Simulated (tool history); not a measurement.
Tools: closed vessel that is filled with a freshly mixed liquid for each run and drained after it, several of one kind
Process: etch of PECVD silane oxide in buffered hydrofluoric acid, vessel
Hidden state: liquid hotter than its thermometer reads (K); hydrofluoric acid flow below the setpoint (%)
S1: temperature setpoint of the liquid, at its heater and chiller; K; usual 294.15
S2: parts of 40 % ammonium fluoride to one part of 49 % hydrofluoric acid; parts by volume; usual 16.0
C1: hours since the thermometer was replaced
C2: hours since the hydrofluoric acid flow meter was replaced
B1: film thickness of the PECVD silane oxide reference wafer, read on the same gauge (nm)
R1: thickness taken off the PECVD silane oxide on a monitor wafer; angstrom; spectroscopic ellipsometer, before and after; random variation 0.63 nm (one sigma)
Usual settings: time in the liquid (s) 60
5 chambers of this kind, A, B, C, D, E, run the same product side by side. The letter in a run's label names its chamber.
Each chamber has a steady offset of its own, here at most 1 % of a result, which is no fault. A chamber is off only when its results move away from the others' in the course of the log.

Run 1C, day 0.404: usual settings; C1 242.6; C2 254.2; B1 129.99. Result: R1 1368.1 angstrom.
Run 2E, day 0.696: usual settings; C1 169.7; C2 91.3; B1 129.99. Result: R1 1368.0 angstrom.
Run 3B, day 1.188: usual settings; C1 1159.8; C2 382.1; B1 129.99. Result: R1 1366.2 angstrom.
Run 4D, day 1.604: usual settings; C1 429.9; C2 168.7; B1 129.99. Result: R1 1347.0 angstrom.
Run 5A, day 2.154: usual settings; C1 1166.7; C2 1857.6; B1 130.01. Result: R1 1357.8 angstrom.
Run 6B, day 2.538: usual settings; C1 1192.2; C2 414.5; B1 130.01. Result: R1 1354.0 angstrom.
Run 7D, day 2.829: usual settings; C1 459.3; C2 198.1; B1 129.96. Result: R1 1345.2 angstrom.
Run 8A, day 3.367: usual settings; C1 1195.8; C2 1886.7; B1 130.01. Result: R1 1368.3 angstrom.
Run 9C, day 3.808: usual settings; C1 324.3; C2 335.9; B1 130.00. Result: R1 1359.5 angstrom.
Run 10E, day 4.129: usual settings; C1 252.1; C2 173.7; B1 130.00. Result: R1 1354.6 angstrom.
Run 11E, day 4.558: usual settings but S2 10.5 parts by volume; C1 262.4; C2 184.0; B1 129.98. Result: R1 2052.7 angstrom.
Run 12A, day 4.867: usual settings but S2 10.5 parts by volume; C1 1231.8; C2 1922.7; B1 129.98. Result: R1 2084.2 angstrom.
Run 13C, day 5.354: usual settings but S2 10.5 parts by volume; C1 361.4; C2 373.0; B1 130.03. Result: R1 2070.6 angstrom.
Run 14B, day 5.675: usual settings but S2 10.5 parts by volume; C1 1267.5; C2 489.8; B1 129.98. Result: R1 2045.0 angstrom.
Run 15D, day 6.246: usual settings but S2 10.5 parts by volume; C1 541.3; C2 280.1; B1 130.04. Result: R1 2037.7 angstrom.
Run 16A, day 6.779: usual settings; C1 1277.7; C2 1968.6; B1 130.02. Result: R1 1376.0 angstrom.
At day 7.008: chamber D: thermometer replaced.
Run 17B, day 7.250: usual settings; C1 1305.3; C2 527.6; B1 130.00. Result: R1 1364.5 angstrom.
Run 18E, day 7.658: usual settings; C1 336.8; C2 258.4; B1 130.01. Result: R1 1372.8 angstrom.
Run 19D, day 7.983: usual settings; C1 23.5; C2 321.8; B1 130.01. Result: R1 1356.4 angstrom.
Run 20C, day 8.250: usual settings; C1 430.9; C2 442.5; B1 130.02. Result: R1 1372.7 angstrom.
Run 21D, day 8.596: usual settings; C1 38.2; C2 336.5; B1 129.96. Result: R1 1366.4 angstrom.
Run 22E, day 9.183: usual settings but time in the liquid (s) 80; C1 373.4; C2 295.0; B1 130.00. Result: R1 1804.4 angstrom.
Run 23A, day 9.712: usual settings but time in the liquid (s) 80; C1 1348.1; C2 2039.0; B1 130.00. Result: R1 1811.3 angstrom.
Run 24B, day 10.038: usual settings but time in the liquid (s) 80; C1 1372.2; C2 594.5; B1 130.02. Result: R1 1848.0 angstrom.
Run 25C, day 10.588: usual settings but time in the liquid (s) 80; C1 487.0; C2 498.6; B1 130.05. Result: R1 1810.9 angstrom.
Run 26A, day 10.862: usual settings but time in the liquid (s) 80; C1 1375.7; C2 2066.6; B1 130.02. Result: R1 1814.7 angstrom.
Run 27E, day 11.267: usual settings; C1 423.4; C2 345.0; B1 130.00. Result: R1 1357.4 angstrom.
Run 28D, day 11.862: usual settings; C1 116.6; C2 414.9; B1 130.01. Result: R1 1354.0 angstrom.
Run 29C, day 12.417: usual settings; C1 530.9; C2 542.5; B1 130.01. Result: R1 1366.3 angstrom.
Run 30B, day 12.983: usual settings; C1 1442.9; C2 665.2; B1 129.99. Result: R1 1402.6 angstrom.
Run 31C, day 13.442: usual settings but S2 18.5 parts by volume, time in the liquid (s) 95; C1 555.5; C2 567.1; B1 130.01. Result: R1 1863.1 angstrom.
Run 32D, day 14.042: usual settings but S2 18.5 parts by volume, time in the liquid (s) 95; C1 168.9; C2 467.2; B1 130.00. Result: R1 1869.2 angstrom.
Run 33E, day 14.600: usual settings but S2 18.5 parts by volume, time in the liquid (s) 95; C1 503.4; C2 425.0; B1 130.01. Result: R1 1863.2 angstrom.
Run 34B, day 14.946: usual settings but S2 18.5 parts by volume, time in the liquid (s) 95; C1 1490.0; C2 712.3; B1 130.00. Result: R1 1933.0 angstrom.
Run 35A, day 15.229: usual settings but S2 18.5 parts by volume, time in the liquid (s) 95; C1 1480.5; C2 2171.4; B1 129.99. Result: R1 1864.8 angstrom.
Run 36D, day 15.608: usual settings; C1 206.5; C2 504.8; B1 129.98. Result: R1 1360.4 angstrom.
Run 37B, day 15.958: usual settings; C1 1514.3; C2 736.6; B1 129.99. Result: R1 1436.5 angstrom.
Run 38C, day 16.471: usual settings; C1 628.2; C2 639.8; B1 130.00. Result: R1 1369.4 angstrom.
Run 39A, day 16.967: usual settings; C1 1522.2; C2 2213.1; B1 129.97. Result: R1 1362.6 angstrom.
Run 40E, day 17.292: usual settings; C1 568.0; C2 489.6; B1 129.97. Result: R1 1361.8 angstrom.
Run 41A, day 17.717: usual settings; C1 1540.2; C2 2231.1; B1 129.99. Result: R1 1370.2 angstrom.
Run 42E, day 18.171: usual settings; C1 589.1; C2 510.7; B1 129.99. Result: R1 1368.9 angstrom.
Run 43C, day 18.658: usual settings; C1 680.7; C2 692.3; B1 130.02. Result: R1 1363.3 angstrom.

Next, every chamber runs the same settings. What will each give?
Run 44A, day 19.088: usual settings. Result: R1 ?.
Run 44B, day 19.088: usual settings. Result: R1 ?.
Run 44C, day 19.088: usual settings. Result: R1 ?.
Run 44D, day 19.088: usual settings. Result: R1 ?.
Run 44E, day 19.088: usual settings. Result: R1 ?.

run      R1
44A  1370.1
44B  1448.4
44C  1353.7
44D  1346.3
44E  1365.6
